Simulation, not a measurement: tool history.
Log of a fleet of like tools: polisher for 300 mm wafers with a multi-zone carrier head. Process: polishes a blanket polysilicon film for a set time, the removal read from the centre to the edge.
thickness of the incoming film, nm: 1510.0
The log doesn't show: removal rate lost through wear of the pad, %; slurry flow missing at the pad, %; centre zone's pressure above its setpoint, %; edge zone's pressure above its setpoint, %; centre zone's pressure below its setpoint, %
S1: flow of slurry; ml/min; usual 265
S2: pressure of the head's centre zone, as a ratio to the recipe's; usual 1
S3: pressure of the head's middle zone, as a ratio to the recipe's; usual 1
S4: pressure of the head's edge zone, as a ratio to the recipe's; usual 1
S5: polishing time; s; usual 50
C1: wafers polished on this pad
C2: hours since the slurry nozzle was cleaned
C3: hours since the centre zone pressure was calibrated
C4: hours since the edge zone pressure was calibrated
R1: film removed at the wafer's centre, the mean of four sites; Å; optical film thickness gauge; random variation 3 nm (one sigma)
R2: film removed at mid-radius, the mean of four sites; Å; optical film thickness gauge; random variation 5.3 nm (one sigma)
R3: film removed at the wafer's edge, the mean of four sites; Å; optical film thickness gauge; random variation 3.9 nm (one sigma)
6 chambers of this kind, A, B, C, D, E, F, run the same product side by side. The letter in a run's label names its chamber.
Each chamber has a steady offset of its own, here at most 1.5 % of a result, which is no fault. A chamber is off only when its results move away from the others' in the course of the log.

| run | hour | S1 | S2 | S3 | S4 | S5 | C1 | C2 | C3 | C4 | R1 | R2 | R3 |
|---|---|---|---|---|---|---|---|---|---|---|---|---|---|
|  | 7 | chamber E: worn pad replaced by a new one |
| 1B | 10 | 265 | 1 | 1 | 1 | 50 | 1290 | 459.1 | 325.1 | 974.7 | 3638 | 3615.8 | 3594.2 |
| 2E | 19.8 | 265 | 1 | 1 | 1 | 50 | 101 | 385.5 | 951.7 | 970.6 | 3605.9 | 3686.6 | 3692.7 |
| 3F | 29.3 | 265 | 1 | 1 | 1 | 50 | 912 | 135.2 | 339.8 | 351.9 | 3614.3 | 3654 | 3638.7 |
|  | 29.9 | chamber B: centre zone pressure recalibrated |
|  | 34.2 | chamber C: worn pad replaced by a new one |
|  | 36.9 | chamber A: worn pad replaced by a new one |
| 4D | 37.2 | 265 | 1 | 1 | 1 | 50 | 1353 | 398.8 | 254.7 | 272.8 | 3596.3 | 3662.5 | 3653.5 |
|  | 40.9 | chamber D: worn pad replaced by a new one |
|  | 41.4 | chamber B: edge zone pressure recalibrated |
| 5C | 43.6 | 265 | 1 | 1 | 1 | 50 | 74 | 357.2 | 204.5 | 281.9 | 3590.1 | 3573.9 | 3637.7 |
| 6A | 53.4 | 265 | 1 | 1 | 1 | 50 | 130 | 265.4 | 748.8 | 448.7 | 3632.7 | 3535.1 | 3575.4 |
| 7B | 58.9 | 265 | 1 | 1 | 1 | 50 | 1676 | 508 | 29.1 | 17.5 | 3622.8 | 3581.5 | 3629.1 |
|  | 61.2 | chamber B: worn pad replaced by a new one |
| 8A | 65.3 | 265 | 1 | 1 | 1 | 50 | 224 | 277.3 | 760.7 | 460.6 | 3578 | 3574.3 | 3636.8 |
| 9F | 73.3 | 265 | 1 | 1 | 1 | 50 | 1259 | 179.2 | 383.8 | 395.9 | 3612.8 | 3611.4 | 3647 |
| 10E | 77.9 | 265 | 1 | 1 | 1 | 50 | 559 | 443.6 | 1009.8 | 1028.7 | 3606 | 3713.7 | 3672.6 |
|  | 79.8 | chamber E: edge zone pressure recalibrated |
| 11C | 82.8 | 265 | 1 | 1 | 1 | 50 | 383 | 396.4 | 243.7 | 321.1 | 3574 | 3574.9 | 3506.9 |
| 12D | 89.8 | 265 | 1 | 1 | 1 | 50 | 385 | 451.4 | 307.3 | 325.4 | 3629.9 | 3674.9 | 3641.7 |
|  | 91.7 | chamber E: centre zone pressure recalibrated |
|  | 92.2 | chamber B: slurry nozzle cleaned |
|  | 93.9 | chamber F: worn pad replaced by a new one |
| 13A | 94.4 | 265 | 1 | 1 | 1 | 50 | 454 | 306.4 | 789.8 | 489.7 | 3651.7 | 3612.6 | 3626.2 |
|  | 99.3 | chamber A: worn pad replaced by a new one |
| 14D | 99.8 | 265 | 1 | 1 | 1 | 50 | 464 | 461.4 | 317.3 | 335.4 | 3646.9 | 3665 | 3638.1 |
|  | 103.9 | chamber A: slurry nozzle cleaned |
| 15B | 108.3 | 265 | 1 | 1 | 1 | 50 | 371 | 16.2 | 78.5 | 66.9 | 3585.7 | 3619 | 3613.2 |
| 16C | 117 | 265 | 1 | 1 | 1 | 50 | 653 | 430.6 | 277.9 | 355.3 | 3617.6 | 3571.2 | 3594.3 |
| 17E | 122.1 | 265 | 1 | 1 | 1 | 50 | 908 | 487.8 | 30.4 | 42.4 | 3618.5 | 3634.4 | 3673.8 |
|  | 122.6 | chamber E: slurry nozzle cleaned |
| 18F | 129.8 | 265 | 1 | 1 | 1 | 50 | 283 | 235.7 | 440.3 | 452.4 | 3640.4 | 3646 | 3659.5 |
|  | 130.3 | chamber E: worn pad replaced by a new one |
|  | 138.5 | chamber D: centre zone pressure recalibrated |
|  | 138.8 | chamber C: slurry nozzle cleaned |
| 19F | 139.7 | 265 | 1 | 1 | 1 | 50 | 361 | 245.6 | 450.2 | 462.3 | 3576.8 | 3655.5 | 3688.4 |
|  | 142.6 | chamber C: worn pad replaced by a new one |
| 20A | 146 | 265 | 1 | 1 | 1 | 50 | 368 | 42.2 | 841.4 | 541.3 | 3623.3 | 3501.2 | 3612.7 |
| 21C | 153.2 | 265 | 1 | 1 | 1 | 50 | 83 | 14.4 | 314.1 | 391.5 | 3608.3 | 3548.7 | 3603 |
| 22D | 159.8 | 265 | 1 | 1 | 1 | 50 | 938 | 521.4 | 21.3 | 395.4 | 3650.3 | 3648.4 | 3621.6 |
| 23E | 165.8 | 265 | 1 | 1 | 1 | 50 | 280 | 43.2 | 74.1 | 86.1 | 3602.4 | 3607.1 | 3640.3 |
|  | 166 | chamber A: worn pad replaced by a new one |
| 24B | 171.4 | 265 | 1 | 1 | 1 | 50 | 869 | 79.3 | 141.6 | 130 | 3654.4 | 3595.8 | 3648.6 |
| 25A | 178.3 | 265 | 1 | 1 | 1 | 50 | 97 | 74.5 | 873.7 | 573.6 | 3654.3 | 3557 | 3588.4 |
| 26D | 185.2 | 265 | 1 | 1 | 1 | 50 | 1138 | 546.8 | 46.7 | 420.8 | 3636.3 | 3695.3 | 3690.5 |
| 27C | 191.5 | 265 | 1 | 1 | 1 | 50 | 385 | 52.7 | 352.4 | 429.8 | 3622.7 | 3568 | 3592.8 |
| 28B | 197.4 | 265 | 1 | 1 | 1 | 50 | 1074 | 105.3 | 167.6 | 156 | 3663.1 | 3601.1 | 3568.3 |
| 29E | 202.9 | 265 | 1 | 0.91 | 1 | 43 | 573 | 80.3 | 111.2 | 123.2 | 3126.7 | 2813.8 | 3178.3 |
|  | 208.8 | chamber D: worn pad replaced by a new one |
| 30F | 212.6 | 265 | 1 | 0.91 | 1 | 43 | 936 | 318.5 | 523.1 | 535.2 | 2952.2 | 2852.5 | 3157.9 |
| 31C | 219.9 | 265 | 1 | 0.91 | 1 | 43 | 609 | 81.1 | 380.8 | 458.2 | 3099.8 | 2782 | 3037.8 |
| 32B | 226.4 | 265 | 1 | 0.91 | 1 | 43 | 1303 | 134.3 | 196.6 | 185 | 3125.4 | 2898.8 | 3154.5 |
| 33E | 231.5 | 265 | 1 | 0.91 | 1 | 43 | 799 | 108.9 | 139.8 | 151.8 | 3075 | 2866 | 3135.6 |
|  | 232.6 | chamber C: edge zone pressure recalibrated |
| 34F | 240 | 265 | 1 | 0.91 | 1 | 43 | 1152 | 345.9 | 550.5 | 562.6 | 2894.4 | 2929.7 | 3160.3 |
|  | 243 | chamber A: worn pad replaced by a new one |
| 35A | 247.4 | 265 | 1 | 1 | 1 | 50 | 34 | 143.6 | 942.8 | 642.7 | 3672.5 | 3675.7 | 3584 |
|  | 249.2 | chamber C: worn pad replaced by a new one |
| 36D | 253.5 | 265 | 1 | 1 | 1 | 50 | 353 | 615.1 | 115 | 489.1 | 3573.9 | 3645.1 | 3612.6 |
| 37E | 260.1 | 265 | 1 | 1 | 1 | 50 | 1024 | 137.5 | 168.4 | 180.4 | 3603.2 | 3575.6 | 3558.3 |
|  | 267.7 | chamber F: edge zone pressure recalibrated |
| 38F | 268.9 | 265 | 1 | 1 | 1 | 50 | 1380 | 374.8 | 579.4 | 1.3 | 3322.6 | 3686.9 | 3585 |
| 39D | 278.8 | 265 | 1 | 1 | 1 | 50 | 552 | 640.4 | 140.3 | 514.4 | 3628.3 | 3642.1 | 3695 |
| 40A | 283.8 | 265 | 1 | 1 | 1 | 50 | 322 | 180 | 979.2 | 679.1 | 3629.4 | 3573.9 | 3648.9 |
| 41C | 293.9 | 265 | 1 | 1 | 1 | 50 | 353 | 155.1 | 454.8 | 61.3 | 3549.1 | 3483.6 | 3643.9 |

All 6 chambers run these settings next. Forecast each chamber's results:
| 42A | 301.3 | 265 | 1 | 1 | 0.93 | 50 |  |  |  |  | ? | ? | ? |
| 42B | 301.3 | 265 | 1 | 1 | 0.93 | 50 |  |  |  |  | ? | ? | ? |
| 42C | 301.3 | 265 | 1 | 1 | 0.93 | 50 |  |  |  |  | ? | ? | ? |
| 42D | 301.3 | 265 | 1 | 1 | 0.93 | 50 |  |  |  |  | ? | ? | ? |
| 42E | 301.3 | 265 | 1 | 1 | 0.93 | 50 |  |  |  |  | ? | ? | ? |
| 42F | 301.3 | 265 | 1 | 1 | 0.93 | 50 |  |  |  |  | ? | ? | ? |

| run | R1 | R2 | R3 |
|---|---|---|---|
| 42A | 3584.7 | 3605.6 | 3543.4 |
| 42B | 3614.5 | 3613.1 | 3460.2 |
| 42C | 3623.5 | 3526.2 | 3480.4 |
| 42D | 3674.4 | 3693.7 | 3510.8 |
| 42E | 3665.5 | 3599.1 | 3578 |
| 42F | 3274.7 | 3692.6 | 3506.6 |
